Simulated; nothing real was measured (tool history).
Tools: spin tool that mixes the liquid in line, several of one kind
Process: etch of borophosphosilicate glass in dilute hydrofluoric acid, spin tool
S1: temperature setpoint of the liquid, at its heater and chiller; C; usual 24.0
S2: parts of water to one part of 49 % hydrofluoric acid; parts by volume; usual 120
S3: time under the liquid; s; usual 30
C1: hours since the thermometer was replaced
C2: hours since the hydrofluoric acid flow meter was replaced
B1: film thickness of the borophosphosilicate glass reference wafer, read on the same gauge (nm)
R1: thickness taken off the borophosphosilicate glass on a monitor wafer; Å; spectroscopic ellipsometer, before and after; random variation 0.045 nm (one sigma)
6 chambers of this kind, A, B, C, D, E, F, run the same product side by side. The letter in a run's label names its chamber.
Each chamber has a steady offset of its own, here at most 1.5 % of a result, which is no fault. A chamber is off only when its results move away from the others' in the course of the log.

Run 1F, hour 2.8: usual settings; C1 395.6; C2 494.4; B1 120.01. Result: R1 76.064 Å.
Run 2A, hour 6.7: usual settings; C1 703.7; C2 408.1; B1 120.01. Result: R1 76.768 Å.
Run 3D, hour 10.2: usual settings; C1 1139.0; C2 959.1; B1 120.00. Result: R1 75.082 Å.
Run 4C, hour 15.2: usual settings; C1 399.6; C2 542.9; B1 120.02. Result: R1 76.661 Å.
Run 5E, hour 17.5: usual settings; C1 445.7; C2 1235.8; B1 119.99. Result: R1 75.101 Å.
Run 6B, hour 22.0: usual settings; C1 715.3; C2 494.4; B1 120.01. Result: R1 75.505 Å.
Run 7F, hour 26.4: usual settings; C1 419.2; C2 518.0; B1 120.04. Result: R1 75.742 Å.
Run 8E, hour 30.5: usual settings; C1 458.7; C2 1248.8; B1 119.99. Result: R1 75.426 Å.
At hour 34.0: chamber F: hydrofluoric acid flow meter replaced.
Run 9A, hour 35.3: usual settings; C1 732.3; C2 436.7; B1 120.02. Result: R1 75.443 Å.
Run 10C, hour 37.9: usual settings; C1 422.3; C2 565.6; B1 120.00. Result: R1 77.637 Å.
Run 11D, hour 41.6: usual settings; C1 1170.4; C2 990.5; B1 120.01. Result: R1 74.944 Å.
Run 12B, hour 46.1: usual settings; C1 739.4; C2 518.5; B1 120.01. Result: R1 75.328 Å.
Run 13E, hour 50.8: usual settings; C1 479.0; C2 1269.1; B1 120.04. Result: R1 75.195 Å.
Run 14A, hour 54.9: usual settings; C1 751.9; C2 456.3; B1 120.01. Result: R1 75.281 Å.
Run 15F, hour 58.1: usual settings; C1 450.9; C2 24.1; B1 120.02. Result: R1 74.670 Å.
Run 16C, hour 62.5: usual settings; C1 446.9; C2 590.2; B1 120.00. Result: R1 77.470 Å.
Run 17D, hour 66.2: usual settings but S3 45 s; C1 1195.0; C2 1015.1; B1 120.04. Result: R1 113.380 Å.
Run 18B, hour 68.6: usual settings but S3 45 s; C1 761.9; C2 541.0; B1 119.99. Result: R1 113.530 Å.
Run 19B, hour 71.1: usual settings but S3 45 s; C1 764.4; C2 543.5; B1 119.99. Result: R1 111.950 Å.
Run 20C, hour 74.9: usual settings but S3 45 s; C1 459.3; C2 602.6; B1 120.01. Result: R1 118.150 Å.
Run 21D, hour 77.3: usual settings but S3 45 s; C1 1206.1; C2 1026.2; B1 119.99. Result: R1 112.890 Å.
At hour 79.9: chamber A: hydrofluoric acid flow meter replaced.
Run 22F, hour 80.6: usual settings but S3 45 s; C1 473.4; C2 46.6; B1 120.05. Result: R1 112.680 Å.
Run 23E, hour 82.8: usual settings; C1 511.0; C2 1301.1; B1 120.02. Result: R1 75.756 Å.
Run 24A, hour 85.1: usual settings; C1 782.1; C2 5.3; B1 120.03. Result: R1 75.528 Å.
Run 25F, hour 89.0: usual settings; C1 481.8; C2 55.0; B1 120.03. Result: R1 75.702 Å.
Run 26C, hour 93.0: usual settings; C1 477.4; C2 620.7; B1 119.99. Result: R1 78.094 Å.
Run 27E, hour 96.9: usual settings; C1 525.1; C2 1315.2; B1 120.03. Result: R1 75.468 Å.
Run 28D, hour 100.3: usual settings; C1 1229.1; C2 1049.2; B1 119.98. Result: R1 75.273 Å.
Run 29B, hour 104.8: usual settings but S1 20.5 C; C1 798.1; C2 577.2; B1 119.97. Result: R1 66.078 Å.
Run 30A, hour 107.1: usual settings but S1 20.5 C; C1 804.1; C2 27.3; B1 119.98. Result: R1 66.258 Å.
Run 31B, hour 110.3: usual settings but S1 20.5 C; C1 803.6; C2 582.7; B1 120.01. Result: R1 65.018 Å.
Run 32E, hour 114.4: usual settings but S1 20.5 C; C1 542.6; C2 1332.7; B1 119.98. Result: R1 65.352 Å.
Run 33C, hour 116.6: usual settings but S1 20.5 C; C1 501.0; C2 644.3; B1 119.99. Result: R1 68.564 Å.
Run 34F, hour 119.7: usual settings but S1 20.5 C; C1 512.5; C2 85.7; B1 119.98. Result: R1 65.209 Å.
Run 35A, hour 123.2: usual settings; C1 820.2; C2 43.4; B1 119.99. Result: R1 76.039 Å.
Run 36D, hour 125.9: usual settings; C1 1254.7; C2 1074.8; B1 119.98. Result: R1 74.809 Å.
Run 37B, hour 129.3: usual settings; C1 822.6; C2 601.7; B1 119.97. Result: R1 75.136 Å.
Run 38A, hour 133.5: usual settings; C1 830.5; C2 53.7; B1 120.03. Result: R1 75.296 Å.
Run 39D, hour 136.8: usual settings but S3 25 s; C1 1265.6; C2 1085.7; B1 119.99. Result: R1 62.581 Å.
Run 40E, hour 139.4: usual settings but S3 25 s; C1 567.6; C2 1357.7; B1 119.98. Result: R1 62.169 Å.

Is one chamber off against the others, does the gauge drift, or is nothing wrong? If a chamber is off, say which, and what the likeliest cause is.

Chamber C drifts away from the others.
Cause: hydrofluoric acid flow above the setpoint (%) = 2.89.
The log may not tell that from: liquid hotter than its thermometer reads (K).

Here are 4 candidates for chamber C's next run, each the usual settings with a change, their results left as question marks. Which one brings its results back in line with what the others give on the usual settings?
In line means no further than this from the other chambers' mean on the usual settings: R1 1.600 Å
Run 41C-1, hour 143.1: usual settings but S2 125 parts by volume. Result: R1 ?.
Run 41C-2, hour 143.1: usual settings but S1 21.5 C. Result: R1 ?.
Run 41C-3, hour 143.1: usual settings but S2 115 parts by volume. Result: R1 ?.
Run 41C-4, hour 143.1: usual settings but S2 110 parts by volume. Result: R1 ?.

The other chambers' mean on the usual settings: R1 75.330 Å
  run      R1
41C-1  75.645
41C-2  71.776
41C-3  83.301
41C-4  87.678
41C-1 brings the chamber back in line.
